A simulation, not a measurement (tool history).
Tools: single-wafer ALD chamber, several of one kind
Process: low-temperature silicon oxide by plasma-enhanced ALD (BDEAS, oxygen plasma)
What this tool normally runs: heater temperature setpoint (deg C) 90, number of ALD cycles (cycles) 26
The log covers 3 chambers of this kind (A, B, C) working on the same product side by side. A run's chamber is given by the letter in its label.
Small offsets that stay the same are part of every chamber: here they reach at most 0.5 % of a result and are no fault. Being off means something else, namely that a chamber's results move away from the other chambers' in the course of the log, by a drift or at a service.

run   hour  heater temperature setpoint (deg C)  number of ALD cycles (cycles)  hours since the last thermocouple change  read-back reference wafer on the same gauge, thickness_nm  mean film thickness on the monitor wafer (angstrom)
 1B    6.1                                   90                             26                                     717.6                                                     3.2984                                               38.729
 2A   10.5                                   90                             26                                    1261.5                                                     3.2986                                               38.636
 3C   18.9                                   90                             26                                    1773.5                                                      3.297                                               38.243
 4B   27.4                                   90                             26                                     738.9                                                     3.2968                                               38.457
 5C   36.3                                   90                             26                                    1790.9                                                     3.2943                                               38.282
 6A   40.8                                   90                             26                                    1291.8                                                     3.2907                                                38.54
 7B   45.3                                  103                             23                                     756.8                                                       3.29                                               32.704
 8C     53                                  103                             23                                    1807.6                                                     3.2911                                               32.487
 9A   61.1                                  103                             23                                    1312.1                                                     3.2892                                               32.656
10B   66.6                                   90                             26                                     778.1                                                     3.2885                                               38.494
11C   72.6                                   90                             26                                    1827.2                                                     3.2871                                               38.204
12A   77.2                                   90                             26                                    1328.2                                                     3.2871                                               38.364
13A   81.6                                   90                             26                                    1332.6                                                      3.285                                               38.354
14C   87.2                                   90                             26                                    1841.8                                                     3.2846                                               38.121
15B   95.9                                   90                             26                                     807.4                                                     3.2833                                               38.441
16C  104.1                                   90                             26                                    1858.7                                                     3.2805                                               38.092
17B  112.3                                   90                             26                                     823.8                                                     3.2808                                               38.269
18A  117.1                                   90                             26                                    1368.1                                                      3.279                                               38.198
19B  124.5                                   90                             26                                       836                                                     3.2791                                               38.369
20C  129.1                                   90                             26                                    1883.7                                                      3.278                                               37.989

All 3 chambers run these settings next. Forecast each chamber's results:
21A  135.4                                  101                             26                                                                                                                                                         ?
21B  135.4                                  101                             26                                                                                                                                                         ?
21C  135.4                                  101                             26                                                                                                                                                         ?

run  mean film thickness on the monitor wafer (angstrom)
21A                                                36.86
21B                                               36.822
21C                                               36.801

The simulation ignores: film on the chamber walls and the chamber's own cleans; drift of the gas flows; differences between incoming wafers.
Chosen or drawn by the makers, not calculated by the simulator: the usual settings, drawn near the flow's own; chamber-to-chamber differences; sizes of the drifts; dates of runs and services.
